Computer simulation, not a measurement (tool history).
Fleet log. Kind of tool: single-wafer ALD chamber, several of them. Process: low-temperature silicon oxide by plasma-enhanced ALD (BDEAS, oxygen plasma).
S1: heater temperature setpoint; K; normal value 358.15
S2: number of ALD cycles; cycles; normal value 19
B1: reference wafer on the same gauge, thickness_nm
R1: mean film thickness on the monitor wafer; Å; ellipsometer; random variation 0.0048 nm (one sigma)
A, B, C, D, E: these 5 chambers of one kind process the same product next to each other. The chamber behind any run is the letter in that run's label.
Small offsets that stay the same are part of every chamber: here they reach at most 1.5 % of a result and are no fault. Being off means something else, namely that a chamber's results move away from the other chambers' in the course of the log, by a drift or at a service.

| run | hour | S1 | S2 | B1 | R1 |
|---|---|---|---|---|---|
| 1B | 6.2 | 358.15 | 19 | 2.8394 | 28.231 |
| 2C | 13.5 | 358.15 | 19 | 2.8389 | 28.869 |
| 3A | 17.9 | 358.15 | 19 | 2.8394 | 28.579 |
| 4E | 26.9 | 358.15 | 19 | 2.8382 | 28.539 |
| 5D | 31.5 | 358.15 | 19 | 2.8379 | 28.64 |
| 6E | 39.7 | 358.15 | 19 | 2.8391 | 28.55 |
| 7A | 46.4 | 358.15 | 19 | 2.8352 | 28.551 |
| 8C | 51.8 | 358.15 | 19 | 2.8351 | 28.64 |
| 9B | 60.5 | 358.15 | 19 | 2.8362 | 28.224 |
| 10D | 65.5 | 349.15 | 17 | 2.8346 | 26.376 |
| 11E | 71.6 | 349.15 | 17 | 2.8334 | 26.25 |
| 12C | 77.7 | 349.15 | 17 | 2.8337 | 26.465 |
| 13D | 84.6 | 349.15 | 17 | 2.8345 | 26.346 |
| 14A | 92.6 | 349.15 | 17 | 2.832 | 26.276 |
| 15B | 98.8 | 358.15 | 19 | 2.8327 | 28.264 |
| 16A | 106.3 | 369.15 | 21 | 2.832 | 30.29 |
| 17C | 112.2 | 369.15 | 21 | 2.832 | 30.51 |
| 18B | 118.3 | 369.15 | 21 | 2.8306 | 29.978 |
| 19D | 126.1 | 369.15 | 21 | 2.831 | 30.354 |
| 20E | 132 | 369.15 | 21 | 2.83 | 30.196 |
| 21A | 140.8 | 358.15 | 19 | 2.829 | 28.446 |
| 22D | 149 | 358.15 | 19 | 2.8288 | 28.495 |
| 23B | 157.1 | 358.15 | 19 | 2.8262 | 28.191 |
| 24E | 164.2 | 358.15 | 19 | 2.8269 | 28.367 |
| 25C | 169.7 | 358.15 | 19 | 2.8268 | 28.614 |
| 26B | 174.1 | 358.15 | 19 | 2.8253 | 28.08 |
| 27A | 179.4 | 358.15 | 19 | 2.8267 | 28.485 |
| 28C | 189 | 358.15 | 19 | 2.8249 | 28.633 |
| 29D | 198.3 | 358.15 | 19 | 2.8261 | 28.435 |
| 30E | 204.9 | 358.15 | 19 | 2.8232 | 28.303 |
| 31C | 212.6 | 358.15 | 19 | 2.8235 | 28.587 |
| 32D | 221.8 | 358.15 | 19 | 2.8232 | 28.54 |
| 33B | 226.6 | 371.15 | 16 | 2.8225 | 22.606 |
| 34E | 234.1 | 371.15 | 16 | 2.8223 | 22.779 |
| 35A | 240.4 | 371.15 | 16 | 2.8216 | 22.769 |
| 36C | 248.4 | 371.15 | 16 | 2.8211 | 22.953 |

Decide between three cases: one chamber stands off from its peers, the gauge reading all wafers drifts, or nothing is wrong past each chamber's small offset. Where a chamber is off, say which and what most likely put it there.

None of the chambers is off. What moves is the gauge, dragging all their readings along together.
What lies behind it: gauge reads low (%) = 0.694.
